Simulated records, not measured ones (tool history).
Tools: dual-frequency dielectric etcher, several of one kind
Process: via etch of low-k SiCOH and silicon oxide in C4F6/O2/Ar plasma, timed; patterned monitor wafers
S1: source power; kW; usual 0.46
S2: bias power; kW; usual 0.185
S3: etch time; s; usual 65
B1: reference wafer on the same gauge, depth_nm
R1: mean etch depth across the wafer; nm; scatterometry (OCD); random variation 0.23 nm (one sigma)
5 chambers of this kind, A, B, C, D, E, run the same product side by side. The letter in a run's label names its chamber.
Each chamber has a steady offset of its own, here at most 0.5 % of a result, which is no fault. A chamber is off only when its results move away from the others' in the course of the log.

run,day,S1,S2,S3,B1,R1
1B,0.454,0.46,0.185,65,172.98,192.67
2A,0.908,0.46,0.185,65,173.01,193.57
3C,1.225,0.46,0.185,65,173.11,194.47
4D,1.571,0.46,0.185,65,173.04,193.7
5E,2.162,0.46,0.228,65,173.09,207.31
6A,2.679,0.46,0.228,65,173.1,206.74
7B,3.158,0.46,0.228,65,173.16,206.6
8D,3.754,0.46,0.228,65,173.16,207.15
9E,4.321,0.46,0.228,65,173.2,207.41
10C,4.662,0.46,0.185,65,173.26,194.31
11E,5.208,0.46,0.185,65,173.25,194.22
12B,5.808,0.46,0.185,65,173.32,192.85
13D,6.275,0.46,0.185,65,173.37,194.03
14A,6.567,0.55,0.226,65,173.33,221
15C,7.108,0.55,0.226,65,173.33,222.06
16C,7.421,0.55,0.226,65,173.35,222.02
# day 7.533: chamber C: wet clean of the chamber
17E,7.954,0.55,0.226,65,173.45,222.12
18A,8.4,0.55,0.226,65,173.41,221.83
19B,8.775,0.46,0.185,65,173.46,193.51
20D,9.333,0.46,0.185,65,173.48,194.1
# day 9.817: chamber A: wet clean of the chamber
21B,9.825,0.46,0.185,65,173.47,193.45
22E,10.321,0.46,0.185,65,173.58,194.2
# day 10.717: chamber B: wet clean of the chamber
23C,10.833,0.46,0.185,65,173.58,195.02
24D,11.312,0.46,0.185,65,173.62,194.29
# day 11.854: chamber E: bias power generator calibrated
25A,11.912,0.46,0.185,65,173.64,193.98
26C,12.504,0.46,0.222,77,173.67,244.39
27E,12.925,0.46,0.222,77,173.66,244.46
28A,13.329,0.46,0.222,77,173.65,244.09
29B,13.721,0.46,0.222,77,173.71,242.99
30D,14.204,0.46,0.222,77,173.74,244.8
31E,14.662,0.46,0.185,65,173.76,194.69
32B,14.929,0.46,0.185,65,173.75,193.3
33D,15.217,0.46,0.185,65,173.79,194.42
34C,15.775,0.46,0.185,65,173.81,194.97

Next, every chamber runs the same settings. What will each give?
35A,16.208,0.46,0.159,65,,?
35B,16.208,0.46,0.159,65,,?
35C,16.208,0.46,0.159,65,,?
35D,16.208,0.46,0.159,65,,?
35E,16.208,0.46,0.159,65,,?

run,R1
35A,185.46
35B,185.63
35C,186.55
35D,185.56
35E,186.16
